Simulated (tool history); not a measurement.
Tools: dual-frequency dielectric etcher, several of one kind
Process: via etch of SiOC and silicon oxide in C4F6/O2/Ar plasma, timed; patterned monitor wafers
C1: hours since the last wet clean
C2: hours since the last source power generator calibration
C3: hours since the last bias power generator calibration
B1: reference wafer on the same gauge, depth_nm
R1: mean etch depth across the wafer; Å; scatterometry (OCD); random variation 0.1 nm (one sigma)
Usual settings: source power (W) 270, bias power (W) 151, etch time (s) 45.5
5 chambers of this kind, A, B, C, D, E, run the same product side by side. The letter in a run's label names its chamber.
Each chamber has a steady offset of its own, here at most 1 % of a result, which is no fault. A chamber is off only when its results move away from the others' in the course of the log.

-- day=0.050 chamber B: wet clean of the chamber
run 1B day=0.475 | source_power_(W)=270 bias_power_(W)=151 etch_time_(s)=45.5 | C1=10.3 C2=4067.1 C3=2029.3 | B1=38.294 | R1=416.83
run 2E day=1.008 | source_power_(W)=270 bias_power_(W)=151 etch_time_(s)=45.5 | C1=457.9 C2=2669.1 C3=3272.4 | B1=38.286 | R1=417.81
run 3A day=1.508 | source_power_(W)=270 bias_power_(W)=151 etch_time_(s)=45.5 | C1=132.6 C2=2919.5 C3=2171.1 | B1=38.308 | R1=419.37
-- day=1.788 chamber E: wet clean of the chamber
run 4D day=1.942 | source_power_(W)=270 bias_power_(W)=151 etch_time_(s)=45.5 | C1=207.4 C2=1517.9 C3=616.9 | B1=38.318 | R1=419.26
run 5C day=2.483 | source_power_(W)=270 bias_power_(W)=151 etch_time_(s)=45.5 | C1=124.2 C2=1416.9 C3=2697.6 | B1=38.285 | R1=416.84
-- day=2.688 chamber B: bias power generator calibrated
run 6E day=3.075 | source_power_(W)=270 bias_power_(W)=151 etch_time_(s)=45.5 | C1=30.9 C2=2718.7 C3=3322.0 | B1=38.302 | R1=417.53
run 7B day=3.554 | source_power_(W)=270 bias_power_(W)=151 etch_time_(s)=45.5 | C1=84.2 C2=4141.0 C3=20.8 | B1=38.307 | R1=417.19
run 8D day=4.175 | source_power_(W)=270 bias_power_(W)=151 etch_time_(s)=45.5 | C1=261.0 C2=1571.5 C3=670.5 | B1=38.282 | R1=418.11
run 9A day=4.688 | source_power_(W)=300 bias_power_(W)=151 etch_time_(s)=37.0 | C1=208.9 C2=2995.8 C3=2247.4 | B1=38.306 | R1=353.74
run 10C day=5.008 | source_power_(W)=300 bias_power_(W)=151 etch_time_(s)=37.0 | C1=184.8 C2=1477.5 C3=2758.2 | B1=38.301 | R1=352.38
run 11E day=5.292 | source_power_(W)=300 bias_power_(W)=151 etch_time_(s)=37.0 | C1=84.1 C2=2771.9 C3=3375.2 | B1=38.295 | R1=354.01
run 12A day=5.912 | source_power_(W)=300 bias_power_(W)=151 etch_time_(s)=37.0 | C1=238.3 C2=3025.2 C3=2276.8 | B1=38.309 | R1=356.13
run 13D day=6.388 | source_power_(W)=300 bias_power_(W)=151 etch_time_(s)=37.0 | C1=314.1 C2=1624.6 C3=723.6 | B1=38.282 | R1=355.46
run 14B day=6.800 | source_power_(W)=270 bias_power_(W)=134 etch_time_(s)=45.5 | C1=162.1 C2=4218.9 C3=98.7 | B1=38.316 | R1=401.45
run 15C day=7.108 | source_power_(W)=270 bias_power_(W)=134 etch_time_(s)=45.5 | C1=235.2 C2=1527.9 C3=2808.6 | B1=38.316 | R1=401.47
run 16B day=7.554 | source_power_(W)=270 bias_power_(W)=134 etch_time_(s)=45.5 | C1=180.2 C2=4237.0 C3=116.8 | B1=38.287 | R1=401.73
run 17A day=8.075 | source_power_(W)=270 bias_power_(W)=134 etch_time_(s)=45.5 | C1=290.2 C2=3077.1 C3=2328.7 | B1=38.307 | R1=403.70
run 18C day=8.500 | source_power_(W)=270 bias_power_(W)=134 etch_time_(s)=45.5 | C1=268.6 C2=1561.3 C3=2842.0 | B1=38.316 | R1=399.03
run 19D day=8.867 | source_power_(W)=220 bias_power_(W)=151 etch_time_(s)=45.5 | C1=373.6 C2=1684.1 C3=783.1 | B1=38.314 | R1=388.65
run 20E day=9.208 | source_power_(W)=220 bias_power_(W)=151 etch_time_(s)=45.5 | C1=178.1 C2=2865.9 C3=3469.2 | B1=38.272 | R1=383.36
run 21E day=9.717 | source_power_(W)=220 bias_power_(W)=151 etch_time_(s)=45.5 | C1=190.3 C2=2878.1 C3=3481.4 | B1=38.292 | R1=384.35
-- day=9.888 chamber A: source power generator calibrated
run 22D day=9.988 | source_power_(W)=220 bias_power_(W)=151 etch_time_(s)=45.5 | C1=400.5 C2=1711.0 C3=810.0 | B1=38.304 | R1=388.44
run 23B day=10.554 | source_power_(W)=220 bias_power_(W)=151 etch_time_(s)=45.5 | C1=252.2 C2=4309.0 C3=188.8 | B1=38.299 | R1=385.80
run 24C day=11.125 | source_power_(W)=270 bias_power_(W)=151 etch_time_(s)=45.5 | C1=331.6 C2=1624.3 C3=2905.0 | B1=38.301 | R1=412.64
run 25A day=11.571 | source_power_(W)=270 bias_power_(W)=151 etch_time_(s)=45.5 | C1=374.1 C2=40.4 C3=2412.6 | B1=38.320 | R1=418.94
run 26B day=12.050 | source_power_(W)=270 bias_power_(W)=151 etch_time_(s)=45.5 | C1=288.1 C2=4344.9 C3=224.7 | B1=38.284 | R1=417.39
run 27E day=12.392 | source_power_(W)=270 bias_power_(W)=151 etch_time_(s)=45.5 | C1=254.5 C2=2942.3 C3=3545.6 | B1=38.275 | R1=414.26
run 28A day=12.767 | source_power_(W)=270 bias_power_(W)=151 etch_time_(s)=45.5 | C1=402.8 C2=69.1 C3=2441.3 | B1=38.279 | R1=417.52
run 29D day=13.138 | source_power_(W)=270 bias_power_(W)=151 etch_time_(s)=45.5 | C1=476.1 C2=1786.6 C3=885.6 | B1=38.329 | R1=417.26
run 30C day=13.408 | source_power_(W)=270 bias_power_(W)=151 etch_time_(s)=45.5 | C1=386.4 C2=1679.1 C3=2959.8 | B1=38.298 | R1=411.40
run 31E day=13.875 | source_power_(W)=270 bias_power_(W)=151 etch_time_(s)=45.5 | C1=290.1 C2=2977.9 C3=3581.2 | B1=38.294 | R1=416.22
run 32D day=14.308 | source_power_(W)=270 bias_power_(W)=151 etch_time_(s)=45.5 | C1=504.2 C2=1814.7 C3=913.7 | B1=38.304 | R1=420.00
run 33C day=14.625 | source_power_(W)=270 bias_power_(W)=129 etch_time_(s)=56.5 | C1=415.6 C2=1708.3 C3=2989.0 | B1=38.312 | R1=487.36
run 34B day=15.179 | source_power_(W)=270 bias_power_(W)=129 etch_time_(s)=56.5 | C1=363.2 C2=4420.0 C3=299.8 | B1=38.322 | R1=492.57
-- day=15.308 chamber D: wet clean of the chamber
-- day=15.342 chamber C: source power generator calibrated
run 35A day=15.654 | source_power_(W)=270 bias_power_(W)=129 etch_time_(s)=56.5 | C1=472.1 C2=138.4 C3=2510.6 | B1=38.310 | R1=493.18
-- day=15.854 chamber A: wet clean of the chamber
run 36D day=16.217 | source_power_(W)=270 bias_power_(W)=129 etch_time_(s)=56.5 | C1=21.9 C2=1860.5 C3=959.5 | B1=38.298 | R1=495.20
run 37E day=16.621 | source_power_(W)=270 bias_power_(W)=129 etch_time_(s)=56.5 | C1=356.0 C2=3043.8 C3=3647.1 | B1=38.287 | R1=492.63
run 38A day=16.946 | source_power_(W)=270 bias_power_(W)=151 etch_time_(s)=45.5 | C1=26.3 C2=169.4 C3=2541.6 | B1=38.293 | R1=419.47
run 39B day=17.533 | source_power_(W)=270 bias_power_(W)=151 etch_time_(s)=45.5 | C1=419.7 C2=4476.5 C3=356.3 | B1=38.285 | R1=418.41
run 40C day=17.838 | source_power_(W)=270 bias_power_(W)=151 etch_time_(s)=45.5 | C1=492.7 C2=59.9 C3=3066.1 | B1=38.300 | R1=410.19
-- day=18.188 chamber E: wet clean of the chamber
run 41E day=18.192 | source_power_(W)=270 bias_power_(W)=151 etch_time_(s)=45.5 | C1=0.2 C2=3081.5 C3=3684.8 | B1=38.312 | R1=415.32
run 42B day=18.562 | source_power_(W)=300 bias_power_(W)=151 etch_time_(s)=45.5 | C1=444.4 C2=4501.2 C3=381.0 | B1=38.322 | R1=435.87
run 43A day=19.083 | source_power_(W)=300 bias_power_(W)=151 etch_time_(s)=45.5 | C1=77.6 C2=220.7 C3=2592.9 | B1=38.296 | R1=437.34
run 44D day=19.667 | source_power_(W)=300 bias_power_(W)=151 etch_time_(s)=45.5 | C1=104.7 C2=1943.3 C3=1042.3 | B1=38.284 | R1=438.39

What goes on in this fleet: one chamber off, a drifting gauge, or nothing beyond the chambers' own small offsets? Name the chamber and the cause, if any.

Chamber C drifts away from the others.
Cause: etch rate under this chamber's usual, % = 2.3.

Here are 4 candidates for chamber C's next run, each the usual settings with a change, their results left as question marks. Which one brings its results back in line with what the others give on the usual settings?
In line means no further than this from the other chambers' mean on the usual settings: R1 3.50 Å
run 45C-1 day=20.112 | source_power_(W)=270 bias_power_(W)=170 etch_time_(s)=45.5 | R1=?
run 45C-2 day=20.112 | source_power_(W)=270 bias_power_(W)=139 etch_time_(s)=45.5 | R1=?
run 45C-3 day=20.112 | source_power_(W)=270 bias_power_(W)=132 etch_time_(s)=45.5 | R1=?
run 45C-4 day=20.112 | source_power_(W)=280 bias_power_(W)=156 etch_time_(s)=45.5 | R1=?

The other chambers' mean on the usual settings: R1 418.22 Å
run=45C-1 R1=423.71
run=45C-2 R1=397.45
run=45C-3 R1=391.15
run=45C-4 R1=418.09
45C-4 brings the chamber back in line.

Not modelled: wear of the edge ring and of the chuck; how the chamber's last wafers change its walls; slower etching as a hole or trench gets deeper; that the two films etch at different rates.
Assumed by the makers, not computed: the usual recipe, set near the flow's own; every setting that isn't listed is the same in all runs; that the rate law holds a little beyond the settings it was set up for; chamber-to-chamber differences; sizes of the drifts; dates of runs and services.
